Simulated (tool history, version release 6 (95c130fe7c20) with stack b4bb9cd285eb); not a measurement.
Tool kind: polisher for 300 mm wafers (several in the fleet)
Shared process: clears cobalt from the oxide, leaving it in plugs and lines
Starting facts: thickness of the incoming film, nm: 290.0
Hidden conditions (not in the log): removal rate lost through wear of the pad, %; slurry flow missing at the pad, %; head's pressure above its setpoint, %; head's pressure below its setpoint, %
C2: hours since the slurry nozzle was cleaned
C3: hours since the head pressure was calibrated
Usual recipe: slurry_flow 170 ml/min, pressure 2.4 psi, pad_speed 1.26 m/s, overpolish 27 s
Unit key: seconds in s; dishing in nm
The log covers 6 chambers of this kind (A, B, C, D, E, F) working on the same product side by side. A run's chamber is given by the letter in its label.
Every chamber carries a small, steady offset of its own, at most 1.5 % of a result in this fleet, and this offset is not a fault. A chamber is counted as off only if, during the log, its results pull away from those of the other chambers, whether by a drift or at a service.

{"run": "1C", "hour": 7.4, "slurry_flow": 170, "pressure": 2.4, "pad_speed": 1.26, "overpolish": 27, "wafers polished on this pad": 388, "C2": 338.8, "C3": 71.7, "seconds": 35.501, "dishing": 84.042}
{"hour": 16.7, "done": "chamber A: worn pad replaced by a new one"}
{"hour": 17.5, "done": "chamber D: worn pad replaced by a new one"}
{"run": "2A", "hour": 22.3, "slurry_flow": 170, "pressure": 2.4, "pad_speed": 1.26, "overpolish": 27, "wafers polished on this pad": 47, "C2": 219.4, "C3": 463.1, "seconds": 35.797, "dishing": 86.838}
{"hour": 23.4, "done": "chamber F: worn pad replaced by a new one"}
{"run": "3B", "hour": 33.2, "slurry_flow": 170, "pressure": 2.4, "pad_speed": 1.26, "overpolish": 27, "wafers polished on this pad": 324, "C2": 282.0, "C3": 861.3, "seconds": 35.202, "dishing": 85.21}
{"run": "4E", "hour": 47.7, "slurry_flow": 170, "pressure": 2.4, "pad_speed": 1.26, "overpolish": 27, "wafers polished on this pad": 947, "C2": 317.9, "C3": 424.0, "seconds": 34.989, "dishing": 83.436}
{"hour": 57.2, "done": "chamber C: worn pad replaced by a new one"}
{"run": "5F", "hour": 59.7, "slurry_flow": 170, "pressure": 2.9, "pad_speed": 1.26, "overpolish": 38, "wafers polished on this pad": 308, "C2": 189.6, "C3": 124.4, "seconds": 29.177, "dishing": 91.763}
{"run": "6D", "hour": 69.7, "slurry_flow": 170, "pressure": 2.9, "pad_speed": 1.26, "overpolish": 38, "wafers polished on this pad": 444, "C2": 199.0, "C3": 520.6, "seconds": 28.931, "dishing": 95.246}
{"run": "7E", "hour": 79.4, "slurry_flow": 170, "pressure": 2.9, "pad_speed": 1.26, "overpolish": 38, "wafers polished on this pad": 1217, "C2": 349.6, "C3": 455.7, "seconds": 29.244, "dishing": 93.315}
{"run": "8A", "hour": 87.7, "slurry_flow": 170, "pressure": 2.9, "pad_speed": 1.26, "overpolish": 38, "wafers polished on this pad": 603, "C2": 284.8, "C3": 528.5, "seconds": 29.5, "dishing": 93.155}
{"run": "9D", "hour": 95.4, "slurry_flow": 170, "pressure": 2.9, "pad_speed": 1.26, "overpolish": 38, "wafers polished on this pad": 662, "C2": 224.7, "C3": 546.3, "seconds": 29.441, "dishing": 92.634}
{"hour": 100.1, "done": "chamber A: slurry nozzle cleaned"}
{"hour": 107.4, "done": "chamber D: worn pad replaced by a new one"}
{"run": "10C", "hour": 108.9, "slurry_flow": 170, "pressure": 2.9, "pad_speed": 1.26, "overpolish": 38, "wafers polished on this pad": 439, "C2": 440.3, "C3": 173.2, "seconds": 29.17, "dishing": 94.821}
{"hour": 117.5, "done": "chamber E: worn pad replaced by a new one"}
{"run": "11F", "hour": 120.5, "slurry_flow": 170, "pressure": 2.4, "pad_speed": 1.26, "overpolish": 27, "wafers polished on this pad": 824, "C2": 250.4, "C3": 185.2, "seconds": 34.924, "dishing": 84.67}
{"hour": 122.3, "done": "chamber B: head pressure recalibrated"}
{"hour": 125.5, "done": "chamber A: worn pad replaced by a new one"}
{"run": "12B", "hour": 131.9, "slurry_flow": 170, "pressure": 2.4, "pad_speed": 1.26, "overpolish": 27, "wafers polished on this pad": 1163, "C2": 380.7, "C3": 9.6, "seconds": 34.907, "dishing": 85.139}
{"hour": 139.1, "done": "chamber C: worn pad replaced by a new one"}
{"run": "13A", "hour": 141.0, "slurry_flow": 170, "pressure": 2.4, "pad_speed": 1.26, "overpolish": 27, "wafers polished on this pad": 131, "C2": 40.9, "C3": 581.8, "seconds": 36.176, "dishing": 86.059}
{"run": "14B", "hour": 147.5, "slurry_flow": 170, "pressure": 2.4, "pad_speed": 1.26, "overpolish": 27, "wafers polished on this pad": 1295, "C2": 396.3, "C3": 25.2, "seconds": 34.895, "dishing": 84.967}
{"hour": 158.5, "done": "chamber F: slurry nozzle cleaned"}
{"run": "15E", "hour": 160.2, "slurry_flow": 170, "pressure": 2.4, "pad_speed": 1.26, "overpolish": 27, "wafers polished on this pad": 363, "C2": 430.4, "C3": 536.5, "seconds": 35.304, "dishing": 84.748}
{"hour": 170.7, "done": "chamber F: worn pad replaced by a new one"}
{"run": "16C", "hour": 173.8, "slurry_flow": 170, "pressure": 2.4, "pad_speed": 1.26, "overpolish": 27, "wafers polished on this pad": 294, "C2": 505.2, "C3": 238.1, "seconds": 36.122, "dishing": 87.19}
{"run": "17F", "hour": 187.9, "slurry_flow": 170, "pressure": 2.4, "pad_speed": 1.26, "overpolish": 27, "wafers polished on this pad": 146, "C2": 29.4, "C3": 252.6, "seconds": 34.965, "dishing": 85.658}
{"hour": 190.0, "done": "chamber D: worn pad replaced by a new one"}
{"hour": 192.9, "done": "chamber B: worn pad replaced by a new one"}
{"run": "18D", "hour": 202.1, "slurry_flow": 170, "pressure": 2.4, "pad_speed": 1.26, "overpolish": 27, "wafers polished on this pad": 103, "C2": 331.4, "C3": 653.0, "seconds": 35.726, "dishing": 85.804}
{"run": "19B", "hour": 212.4, "slurry_flow": 170, "pressure": 2.4, "pad_speed": 1.26, "overpolish": 27, "wafers polished on this pad": 166, "C2": 461.2, "C3": 90.1, "seconds": 34.645, "dishing": 86.599}
{"run": "20C", "hour": 218.9, "slurry_flow": 170, "pressure": 2.4, "pad_speed": 1.26, "overpolish": 27, "wafers polished on this pad": 678, "C2": 550.3, "C3": 283.2, "seconds": 35.878, "dishing": 86.855}
{"run": "21D", "hour": 232.7, "slurry_flow": 225, "pressure": 1.8, "pad_speed": 1.26, "overpolish": 27, "wafers polished on this pad": 363, "C2": 362.0, "C3": 683.6, "seconds": 44.234, "dishing": 78.539}
{"hour": 234.6, "done": "chamber C: worn pad replaced by a new one"}
{"run": "22A", "hour": 242.5, "slurry_flow": 225, "pressure": 1.8, "pad_speed": 1.26, "overpolish": 27, "wafers polished on this pad": 994, "C2": 142.4, "C3": 683.3, "seconds": 45.22, "dishing": 81.457}
{"hour": 250.0, "done": "chamber A: worn pad replaced by a new one"}
{"run": "23F", "hour": 251.1, "slurry_flow": 225, "pressure": 1.8, "pad_speed": 1.26, "overpolish": 27, "wafers polished on this pad": 683, "C2": 92.6, "C3": 315.8, "seconds": 45.177, "dishing": 77.343}
{"run": "24E", "hour": 259.8, "slurry_flow": 225, "pressure": 1.8, "pad_speed": 1.26, "overpolish": 27, "wafers polished on this pad": 1209, "C2": 530.0, "C3": 636.1, "seconds": 45.346, "dishing": 78.108}
{"run": "25E", "hour": 274.7, "slurry_flow": 225, "pressure": 1.8, "pad_speed": 1.26, "overpolish": 27, "wafers polished on this pad": 1336, "C2": 544.9, "C3": 651.0, "seconds": 46.006, "dishing": 77.439}
{"hour": 283.7, "done": "chamber E: worn pad replaced by a new one"}
{"run": "26C", "hour": 284.6, "slurry_flow": 225, "pressure": 1.8, "pad_speed": 1.26, "overpolish": 27, "wafers polished on this pad": 424, "C2": 616.0, "C3": 348.9, "seconds": 46.425, "dishing": 80.739}
{"hour": 286.5, "done": "chamber B: slurry nozzle cleaned"}
{"hour": 288.5, "done": "chamber D: worn pad replaced by a new one"}
{"run": "27B", "hour": 291.8, "slurry_flow": 170, "pressure": 2.4, "pad_speed": 1.26, "overpolish": 27, "wafers polished on this pad": 840, "C2": 5.3, "C3": 169.5, "seconds": 34.733, "dishing": 84.537}
{"run": "28A", "hour": 303.2, "slurry_flow": 170, "pressure": 2.4, "pad_speed": 1.26, "overpolish": 27, "wafers polished on this pad": 452, "C2": 203.1, "C3": 744.0, "seconds": 35.766, "dishing": 85.559}
{"run": "29D", "hour": 310.9, "slurry_flow": 205, "pressure": 2.4, "pad_speed": 1.62, "overpolish": 27, "wafers polished on this pad": 190, "C2": 440.2, "C3": 761.8, "seconds": 26.912, "dishing": 91.068}
{"hour": 323.7, "done": "chamber C: worn pad replaced by a new one"}
{"run": "30F", "hour": 324.1, "slurry_flow": 205, "pressure": 2.4, "pad_speed": 1.62, "overpolish": 27, "wafers polished on this pad": 1303, "C2": 165.6, "C3": 388.8, "seconds": 26.835, "dishing": 87.854}
{"hour": 332.2, "done": "chamber A: slurry nozzle cleaned"}
{"run": "31C", "hour": 333.8, "slurry_flow": 205, "pressure": 2.4, "pad_speed": 1.62, "overpolish": 27, "wafers polished on this pad": 86, "C2": 665.2, "C3": 398.1, "seconds": 27.069, "dishing": 90.335}
{"run": "32E", "hour": 345.0, "slurry_flow": 205, "pressure": 2.4, "pad_speed": 1.62, "overpolish": 27, "wafers polished on this pad": 521, "C2": 615.2, "C3": 721.3, "seconds": 27.082, "dishing": 90.438}
{"hour": 356.3, "done": "chamber F: worn pad replaced by a new one"}
{"run": "33A", "hour": 358.8, "slurry_flow": 205, "pressure": 2.4, "pad_speed": 1.62, "overpolish": 27, "wafers polished on this pad": 924, "C2": 26.7, "C3": 799.6, "seconds": 26.756, "dishing": 90.479}
{"hour": 366.2, "done": "chamber B: worn pad replaced by a new one"}
{"run": "34B", "hour": 367.5, "slurry_flow": 205, "pressure": 2.4, "pad_speed": 1.62, "overpolish": 27, "wafers polished on this pad": 11, "C2": 81.0, "C3": 245.2, "seconds": 27.237, "dishing": 92.465}
{"hour": 368.7, "done": "chamber D: worn pad replaced by a new one"}
{"hour": 370.4, "done": "chamber A: worn pad replaced by a new one"}
{"run": "35F", "hour": 378.0, "slurry_flow": 170, "pressure": 2.4, "pad_speed": 1.26, "overpolish": 27, "wafers polished on this pad": 184, "C2": 219.5, "C3": 442.7, "seconds": 35.527, "dishing": 85.734}
{"hour": 381.5, "done": "chamber F: head pressure recalibrated"}
{"run": "36D", "hour": 384.9, "slurry_flow": 170, "pressure": 1.7, "pad_speed": 1.5, "overpolish": 27, "wafers polished on this pad": 137, "C2": 514.2, "C3": 835.8, "seconds": 41.862, "dishing": 83.045}
{"run": "37C", "hour": 394.1, "slurry_flow": 170, "pressure": 1.7, "pad_speed": 1.5, "overpolish": 27, "wafers polished on this pad": 598, "C2": 725.5, "C3": 458.4, "seconds": 41.819, "dishing": 81.451}
{"run": "38E", "hour": 406.0, "slurry_flow": 170, "pressure": 1.7, "pad_speed": 1.5, "overpolish": 27, "wafers polished on this pad": 1039, "C2": 676.2, "C3": 782.3, "seconds": 42.017, "dishing": 82.231}
{"run": "39A", "hour": 420.8, "slurry_flow": 170, "pressure": 1.7, "pad_speed": 1.5, "overpolish": 27, "wafers polished on this pad": 428, "C2": 88.7, "C3": 861.6, "seconds": 42.442, "dishing": 82.313}
{"run": "40F", "hour": 427.9, "slurry_flow": 170, "pressure": 1.7, "pad_speed": 1.5, "overpolish": 27, "wafers polished on this pad": 608, "C2": 269.4, "C3": 46.5, "seconds": 42.166, "dishing": 81.177}
{"run": "41B", "hour": 439.1, "slurry_flow": 170, "pressure": 1.7, "pad_speed": 1.5, "overpolish": 27, "wafers polished on this pad": 619, "C2": 152.6, "C3": 316.8, "seconds": 41.711, "dishing": 83.632}

Each of the 6 chambers runs these same settings next. Fill in every chamber's results:
{"run": "42A", "hour": 449.8, "slurry_flow": 170, "pressure": 2.4, "pad_speed": 1.26, "overpolish": 27, "seconds": "?", "dishing": "?"}
{"run": "42B", "hour": 449.8, "slurry_flow": 170, "pressure": 2.4, "pad_speed": 1.26, "overpolish": 27, "seconds": "?", "dishing": "?"}
{"run": "42C", "hour": 449.8, "slurry_flow": 170, "pressure": 2.4, "pad_speed": 1.26, "overpolish": 27, "seconds": "?", "dishing": "?"}
{"run": "42D", "hour": 449.8, "slurry_flow": 170, "pressure": 2.4, "pad_speed": 1.26, "overpolish": 27, "seconds": "?", "dishing": "?"}
{"run": "42E", "hour": 449.8, "slurry_flow": 170, "pressure": 2.4, "pad_speed": 1.26, "overpolish": 27, "seconds": "?", "dishing": "?"}
{"run": "42F", "hour": 449.8, "slurry_flow": 170, "pressure": 2.4, "pad_speed": 1.26, "overpolish": 27, "seconds": "?", "dishing": "?"}

run=42A seconds=35.944 dishing=87.100
run=42B seconds=35.311 dishing=85.528
run=42C seconds=35.826 dishing=86.123
run=42D seconds=35.126 dishing=86.586
run=42E seconds=36.156 dishing=85.219
run=42F seconds=35.612 dishing=84.770
